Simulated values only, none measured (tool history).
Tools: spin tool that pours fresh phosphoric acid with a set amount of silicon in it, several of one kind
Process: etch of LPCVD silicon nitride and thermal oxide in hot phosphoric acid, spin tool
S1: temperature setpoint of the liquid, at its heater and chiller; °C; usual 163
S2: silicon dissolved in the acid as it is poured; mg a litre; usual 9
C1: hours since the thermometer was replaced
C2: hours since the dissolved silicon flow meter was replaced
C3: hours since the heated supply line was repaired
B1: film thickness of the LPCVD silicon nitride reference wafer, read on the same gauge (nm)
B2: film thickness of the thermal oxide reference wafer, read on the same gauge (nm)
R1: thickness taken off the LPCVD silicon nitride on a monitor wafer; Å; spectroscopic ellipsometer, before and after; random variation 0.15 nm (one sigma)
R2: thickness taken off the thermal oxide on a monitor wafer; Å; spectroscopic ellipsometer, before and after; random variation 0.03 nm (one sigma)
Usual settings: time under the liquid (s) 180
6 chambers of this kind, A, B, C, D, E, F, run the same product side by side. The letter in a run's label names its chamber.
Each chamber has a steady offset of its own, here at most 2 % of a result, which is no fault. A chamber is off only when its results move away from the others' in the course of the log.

At hour 1.8: chamber C: thermometer replaced.
Run 1B, hour 12.7: usual settings; C1 1585; C2 689.9; C3 1699.4; B1 60.011; B2 119.99. Result: R1 205.3 Å, R2 5.4896 Å.
Run 2C, hour 26.1: usual settings; C1 24.4; C2 258.3; C3 172.7; B1 59.994; B2 120. Result: R1 200.19 Å, R2 4.3622 Å.
Run 3A, hour 32.1: usual settings; C1 724.5; C2 792.6; C3 859.8; B1 60.019; B2 120.03. Result: R1 204.98 Å, R2 5.0522 Å.
Run 4E, hour 42.5: usual settings; C1 1591.6; C2 238.2; C3 894.8; B1 59.986; B2 120. Result: R1 201.95 Å, R2 5.1092 Å.
Run 5F, hour 52.1: usual settings but S2 15.5 mg a litre, time under the liquid (s) 270; C1 450.5; C2 1784.4; C3 1184.2; B1 60.005; B2 119.95. Result: R1 306.78 Å, R2 6.9772 Å.
Run 6D, hour 63.4: usual settings but S2 15.5 mg a litre, time under the liquid (s) 270; C1 644.8; C2 1186.6; C3 1504.6; B1 60.017; B2 120. Result: R1 301.19 Å, R2 6.8661 Å.
Run 7E, hour 75.7: usual settings but S2 15.5 mg a litre, time under the liquid (s) 270; C1 1624.8; C2 271.4; C3 928; B1 60.02; B2 120.02. Result: R1 301.31 Å, R2 6.6186 Å.
Run 8A, hour 82.8: usual settings but S2 15.5 mg a litre, time under the liquid (s) 270; C1 775.2; C2 843.3; C3 910.5; B1 59.981; B2 120.01. Result: R1 306.45 Å, R2 6.6432 Å.
At hour 87.3: chamber A: thermometer replaced.
Run 9B, hour 88.9: usual settings but S2 15.5 mg a litre, time under the liquid (s) 270; C1 1661.2; C2 766.1; C3 1775.6; B1 60.001; B2 119.98. Result: R1 305.25 Å, R2 6.3462 Å.
Run 10D, hour 97: usual settings but S2 15.5 mg a litre, time under the liquid (s) 270; C1 678.4; C2 1220.2; C3 1538.2; B1 59.988; B2 119.99. Result: R1 304.04 Å, R2 6.2359 Å.
Run 11C, hour 108.5: usual settings; C1 106.8; C2 340.7; C3 255.1; B1 59.996; B2 119.98. Result: R1 201.36 Å, R2 5.3609 Å.
Run 12F, hour 115.1: usual settings but S2 12.5 mg a litre, time under the liquid (s) 120; C1 513.5; C2 1847.4; C3 1247.2; B1 60.002; B2 120.01. Result: R1 131.96 Å, R2 2.9535 Å.
Run 13D, hour 124.7: usual settings but S2 12.5 mg a litre, time under the liquid (s) 120; C1 706.1; C2 1247.9; C3 1565.9; B1 59.982; B2 120.03. Result: R1 136.04 Å, R2 3.0908 Å.
Run 14A, hour 136: usual settings but S2 12.5 mg a litre, time under the liquid (s) 120; C1 48.8; C2 896.5; C3 963.7; B1 59.978; B2 119.97. Result: R1 135.46 Å, R2 2.861 Å.
Run 15C, hour 146.1: usual settings but S2 12.5 mg a litre, time under the liquid (s) 120; C1 144.4; C2 378.3; C3 292.7; B1 59.984; B2 120.01. Result: R1 135.49 Å, R2 2.9551 Å.
Run 16F, hour 158: usual settings but S2 12.5 mg a litre, time under the liquid (s) 120; C1 556.4; C2 1890.3; C3 1290.1; B1 60.006; B2 119.97. Result: R1 131.3 Å, R2 2.8835 Å.
Run 17B, hour 169.1: usual settings but S2 12.5 mg a litre, time under the liquid (s) 120; C1 1741.4; C2 846.3; C3 1855.8; B1 60.013; B2 120.01. Result: R1 136.53 Å, R2 2.9446 Å.
Run 18E, hour 178.4: usual settings; C1 1727.5; C2 374.1; C3 1030.7; B1 60; B2 120.01. Result: R1 201.21 Å, R2 5.3395 Å.
Run 19B, hour 189.7: usual settings; C1 1762; C2 866.9; C3 1876.4; B1 59.991; B2 119.96. Result: R1 202.98 Å, R2 4.5027 Å.
Run 20F, hour 196.7: usual settings; C1 595.1; C2 1929; C3 1328.8; B1 59.989; B2 119.99. Result: R1 196.89 Å, R2 4.9433 Å.
At hour 202.2: chamber E: heated supply line repaired.
Run 21C, hour 207.3: usual settings; C1 205.6; C2 439.5; C3 353.9; B1 60.012; B2 119.97. Result: R1 203.18 Å, R2 4.6938 Å.
Run 22E, hour 217.8: usual settings; C1 1766.9; C2 413.5; C3 15.6; B1 60.007; B2 119.99. Result: R1 201.15 Å, R2 5.7372 Å.
Run 23D, hour 227: usual settings but time under the liquid (s) 215; C1 808.4; C2 1350.2; C3 1668.2; B1 60.014; B2 119.97. Result: R1 239.49 Å, R2 5.5793 Å.
Run 24A, hour 233.7: usual settings but time under the liquid (s) 215; C1 146.5; C2 994.2; C3 1061.4; B1 59.992; B2 120. Result: R1 240.91 Å, R2 6.7309 Å.
Run 25C, hour 247.2: usual settings but time under the liquid (s) 215; C1 245.5; C2 479.4; C3 393.8; B1 60.015; B2 120.05. Result: R1 240.26 Å, R2 5.7204 Å.
Run 26D, hour 254.5: usual settings but time under the liquid (s) 215; C1 835.9; C2 1377.7; C3 1695.7; B1 60.013; B2 120.01. Result: R1 244.24 Å, R2 5.7589 Å.
Run 27E, hour 267.4: usual settings but time under the liquid (s) 215; C1 1816.5; C2 463.1; C3 65.2; B1 59.999; B2 119.99. Result: R1 240.14 Å, R2 6.1168 Å.
Run 28A, hour 280.7: usual settings but time under the liquid (s) 215; C1 193.5; C2 1041.2; C3 1108.4; B1 60.005; B2 119.98. Result: R1 244.97 Å, R2 6.4135 Å.
Run 29B, hour 288.7: usual settings; C1 1861; C2 965.9; C3 1975.4; B1 60.017; B2 119.99. Result: R1 204.08 Å, R2 4.7897 Å.
Run 30F, hour 294.9: usual settings; C1 693.3; C2 2027.2; C3 1427; B1 60.021; B2 120.02. Result: R1 192.8 Å, R2 4.7386 Å.
Run 31C, hour 302.6: usual settings; C1 300.9; C2 534.8; C3 449.2; B1 59.978; B2 120.01. Result: R1 202.85 Å, R2 4.928 Å.
Run 32B, hour 314.7: usual settings; C1 1887; C2 991.9; C3 2001.4; B1 60.001; B2 119.99. Result: R1 203.95 Å, R2 5.0254 Å.
Run 33D, hour 320.6: usual settings; C1 902; C2 1443.8; C3 1761.8; B1 59.994; B2 120. Result: R1 199.81 Å, R2 4.7649 Å.
Run 34E, hour 333: usual settings but S1 161 °C, time under the liquid (s) 100; C1 1882.1; C2 528.7; C3 130.8; B1 60.001; B2 120. Result: R1 103.28 Å, R2 2.4989 Å.
Run 35F, hour 343.3: usual settings but S1 161 °C, time under the liquid (s) 100; C1 741.7; C2 2075.6; C3 1475.4; B1 60.01; B2 119.98. Result: R1 98.154 Å, R2 2.115 Å.
Run 36A, hour 353.1: usual settings but S1 161 °C, time under the liquid (s) 100; C1 265.9; C2 1113.6; C3 1180.8; B1 60.017; B2 120.01. Result: R1 103.94 Å, R2 2.3228 Å.
Run 37B, hour 359.6: usual settings but S1 161 °C, time under the liquid (s) 100; C1 1931.9; C2 1036.8; C3 2046.3; B1 60.004; B2 120. Result: R1 106.85 Å, R2 2.635 Å.

Is one chamber off against the others, does the gauge drift, or is nothing wrong? If a chamber is off, say which, and what the likeliest cause is.

Chamber F drifts away from the others.
Cause: temperature lost on the way to the wafer (K) = 2.17.
The log may not tell that from: liquid colder than its thermometer reads (K).

Here are 4 candidates for chamber F's next run, each the usual settings with a change, their results left as question marks. Which one brings its results back in line with what the others give on the usual settings?
In line means no further than this from the other chambers' mean on the usual settings: R1 5.3 Å; R2 1.1 Å
Run 38F-1, hour 369.2: usual settings but S1 163.5 °C, S2 7 mg a litre, time under the liquid (s) 190. Result: R1 ?, R2 ?.
Run 38F-2, hour 369.2: usual settings but S2 8.5 mg a litre, time under the liquid (s) 185. Result: R1 ?, R2 ?.
Run 38F-3, hour 369.2: usual settings but S2 9.5 mg a litre, time under the liquid (s) 175. Result: R1 ?, R2 ?.
Run 38F-4, hour 369.2: usual settings but S1 162.5 °C, S2 11 mg a litre, time under the liquid (s) 170. Result: R1 ?, R2 ?.

The other chambers' mean on the usual settings: R1 202.87 Å; R2 5.1058 Å
  run      R1      R2
38F-1  202.98  5.0791
38F-2   194.3  4.6142
38F-3   183.8  4.2709
38F-4  175.58  3.8666
38F-1 brings the chamber back in line.
